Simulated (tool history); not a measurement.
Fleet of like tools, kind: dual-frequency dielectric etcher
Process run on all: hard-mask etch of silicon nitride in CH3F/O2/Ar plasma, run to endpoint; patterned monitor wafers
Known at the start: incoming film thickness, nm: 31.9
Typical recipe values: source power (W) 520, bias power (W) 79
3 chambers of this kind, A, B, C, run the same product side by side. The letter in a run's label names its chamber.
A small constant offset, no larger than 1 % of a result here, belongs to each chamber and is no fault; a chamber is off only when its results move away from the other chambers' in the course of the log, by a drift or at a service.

run   hour  source power (W)  bias power (W)  hours since the last wet clean  hours since the last source power generator calibration  hours since the last bias power generator calibration  endpoint time (s)
 1B    6.9               520              79                           532.2                                                   1668.3                                                  346.3             40.902
 2A   13.9               520              79                           204.8                                                    138.9                                                 1889.7             40.601
 3C   20.1               520              79                           344.5                                                   2925.0                                                  954.7             40.789
 4B   29.7               520              79                           555.0                                                   1691.1                                                  369.1             41.108
 5A   36.2               520              79                           227.1                                                    161.2                                                 1912.0             40.457
 6C   48.0               520              67                           372.4                                                   2952.9                                                  982.6             42.691
 7A   59.0               520              67                           249.9                                                    184.0                                                 1934.8             42.921
      64.4  -- chamber B: wet clean of the chamber
 8B   72.5               520              67                             8.1                                                   1733.9                                                  411.9             43.496
 9C   82.2               520              79                           406.6                                                   2987.1                                                 1016.8             40.223
10A   95.6               520              79                           286.5                                                    220.6                                                 1971.4             41.288
11B  109.1               520              79                            44.7                                                   1770.5                                                  448.5             40.745
12C  115.0               520              79                           439.4                                                   3019.9                                                 1049.6             40.659
     122.8  -- chamber C: wet clean of the chamber
13A  125.8               520              79                           316.7                                                    250.8                                                 2001.6             40.960
14C  139.1               520              79                            16.4                                                   3044.0                                                 1073.7             40.873
15B  145.0               520              79                            80.6                                                   1806.4                                                  484.4             41.028
16A  153.0               630              79                           343.9                                                    278.0                                                 2028.8             38.785
17C  163.1               630              79                            40.4                                                   3068.0                                                 1097.7             38.009
18B  172.4               630              79                           108.0                                                   1833.8                                                  511.8             38.163
19B  185.6               520              79                           121.2                                                   1847.0                                                  525.0             41.140
20A  194.2               520              79                           385.1                                                    319.2                                                 2070.0             41.487
21C  206.9               520              79                            84.2                                                   3111.8                                                 1141.5             40.721
22A  216.3               520              79                           407.2                                                    341.3                                                 2092.1             42.150
23B  229.0               520              79                           164.6                                                   1890.4                                                  568.4             40.578
24C  235.4               520              79                           112.7                                                   3140.3                                                 1170.0             40.972
25C  248.2               520              79                           125.5                                                   3153.1                                                 1182.8             40.599
26A  261.1               520              79                           452.0                                                    386.1                                                 2136.9             42.023
27B  272.7               520              79                           208.3                                                   1934.1                                                  612.1             40.654

What goes on in this fleet: one chamber off, a drifting gauge, or nothing beyond the chambers' own small offsets? Name the chamber and the cause, if any.

Little by little, chamber A moves away from the other chambers.
Cause: etch rate under this chamber's usual, % = 4.61.

Below are 4 candidate recipes for chamber A's next run, each the usual settings with a change, their results shown as question marks. Which of them brings A's results back in line with what the other chambers give on the usual settings?
To be in line, a result may differ from the other chambers' mean on the usual settings by at most: endpoint time (s) 0.930
28A-1  282.4               590              88                                                                                                                                                                  ?
28A-2  282.4               450              70                                                                                                                                                                  ?
28A-3  282.4               580              79                                                                                                                                                                  ?
28A-4  282.4               490              75                                                                                                                                                                  ?

On the usual settings, the other chambers give on average: endpoint time (s) 40.729
  run  endpoint time (s)
28A-1             38.973
28A-2             46.655
28A-3             40.688
28A-4             44.141
28A-3 puts the chamber back in line with the other chambers.
